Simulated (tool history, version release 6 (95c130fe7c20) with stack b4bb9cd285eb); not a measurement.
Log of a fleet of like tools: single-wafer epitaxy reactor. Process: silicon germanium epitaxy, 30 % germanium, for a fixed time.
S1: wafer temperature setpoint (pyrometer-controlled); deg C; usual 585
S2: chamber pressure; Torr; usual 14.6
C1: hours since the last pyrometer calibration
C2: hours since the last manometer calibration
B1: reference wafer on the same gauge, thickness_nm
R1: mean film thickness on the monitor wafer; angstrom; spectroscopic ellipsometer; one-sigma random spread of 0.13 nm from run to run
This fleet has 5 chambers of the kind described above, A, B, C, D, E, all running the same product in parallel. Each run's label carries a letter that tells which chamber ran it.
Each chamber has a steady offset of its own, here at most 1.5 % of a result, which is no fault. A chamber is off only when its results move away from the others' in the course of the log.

| run | hour | S1 | S2 | C1 | C2 | B1 | R1 |
|---|---|---|---|---|---|---|---|
|  | 3.5 | chamber A: pyrometer calibrated |
| 1D | 5.2 | 585 | 14.6 | 196.5 | 1622.4 | 44.298 | 395.38 |
| 2A | 14.8 | 585 | 14.6 | 11.3 | 1028.5 | 44.308 | 391.85 |
| 3B | 23.9 | 585 | 14.6 | 1318.8 | 329.0 | 44.325 | 389.93 |
| 4E | 32.6 | 585 | 14.6 | 72.9 | 914.9 | 44.304 | 395.04 |
| 5C | 39.7 | 585 | 14.6 | 250.7 | 64.9 | 44.326 | 393.93 |
| 6E | 47.7 | 585 | 11.8 | 88.0 | 930.0 | 44.286 | 363.99 |
| 7A | 59.0 | 585 | 11.8 | 55.5 | 1072.7 | 44.299 | 363.88 |
| 8D | 70.7 | 585 | 11.8 | 262.0 | 1687.9 | 44.293 | 359.85 |
| 9B | 76.2 | 585 | 11.8 | 1371.1 | 381.3 | 44.327 | 356.00 |
| 10C | 85.8 | 585 | 11.8 | 296.8 | 111.0 | 44.312 | 361.13 |
| 11D | 95.6 | 585 | 14.6 | 286.9 | 1712.8 | 44.296 | 392.59 |
| 12A | 102.9 | 576 | 16.3 | 99.4 | 1116.6 | 44.313 | 348.59 |
| 13E | 113.0 | 576 | 16.3 | 153.3 | 995.3 | 44.319 | 348.31 |
| 14B | 123.2 | 576 | 16.3 | 1418.1 | 428.3 | 44.272 | 341.67 |
| 15C | 134.7 | 576 | 16.3 | 345.7 | 159.9 | 44.307 | 348.38 |
| 16C | 145.0 | 576 | 16.3 | 356.0 | 170.2 | 44.305 | 349.12 |
| 17E | 150.7 | 572 | 17.6 | 191.0 | 1033.0 | 44.276 | 331.94 |
| 18D | 159.0 | 572 | 17.6 | 350.3 | 1776.2 | 44.293 | 329.30 |
| 19B | 165.9 | 572 | 17.6 | 1460.8 | 471.0 | 44.320 | 325.99 |
| 20A | 177.5 | 572 | 17.6 | 174.0 | 1191.2 | 44.281 | 333.32 |
| 21C | 187.3 | 572 | 17.6 | 398.3 | 212.5 | 44.306 | 333.80 |
| 22E | 192.7 | 585 | 14.6 | 233.0 | 1075.0 | 44.296 | 394.15 |
| 23A | 199.7 | 580 | 17.1 | 196.2 | 1213.4 | 44.316 | 383.40 |
| 24D | 210.4 | 580 | 17.1 | 401.7 | 1827.6 | 44.320 | 381.29 |
| 25B | 221.8 | 580 | 17.1 | 1516.7 | 526.9 | 44.294 | 377.24 |
| 26E | 228.9 | 580 | 17.1 | 269.2 | 1111.2 | 44.308 | 382.65 |
| 27D | 236.1 | 580 | 17.1 | 427.4 | 1853.3 | 44.339 | 380.46 |
| 28C | 245.3 | 585 | 14.6 | 456.3 | 270.5 | 44.296 | 392.65 |
| 29B | 252.3 | 585 | 14.6 | 1547.2 | 557.4 | 44.315 | 389.22 |
| 30A | 258.1 | 585 | 14.6 | 254.6 | 1271.8 | 44.302 | 393.05 |
| 31C | 267.3 | 585 | 14.6 | 478.3 | 292.5 | 44.310 | 393.88 |
| 32D | 274.8 | 585 | 14.6 | 466.1 | 1892.0 | 44.314 | 395.84 |
| 33B | 284.3 | 585 | 14.6 | 1579.2 | 589.4 | 44.323 | 388.71 |
| 34A | 291.7 | 585 | 14.6 | 288.2 | 1305.4 | 44.304 | 396.06 |
| 35E | 300.4 | 585 | 14.6 | 340.7 | 1182.7 | 44.309 | 397.19 |
| 36B | 310.8 | 575 | 18.1 | 1605.7 | 615.9 | 44.283 | 349.19 |
| 37C | 321.9 | 575 | 18.1 | 532.9 | 347.1 | 44.272 | 355.22 |

For the next run the whole fleet of 5 chambers uses the same settings. Give each chamber's results:
| 38A | 330.4 | 579 | 14.6 |  |  |  | ? |
| 38B | 330.4 | 579 | 14.6 |  |  |  | ? |
| 38C | 330.4 | 579 | 14.6 |  |  |  | ? |
| 38D | 330.4 | 579 | 14.6 |  |  |  | ? |
| 38E | 330.4 | 579 | 14.6 |  |  |  | ? |

| run | R1 |
|---|---|
| 38A | 351.73 |
| 38B | 345.54 |
| 38C | 351.90 |
| 38D | 353.41 |
| 38E | 351.03 |
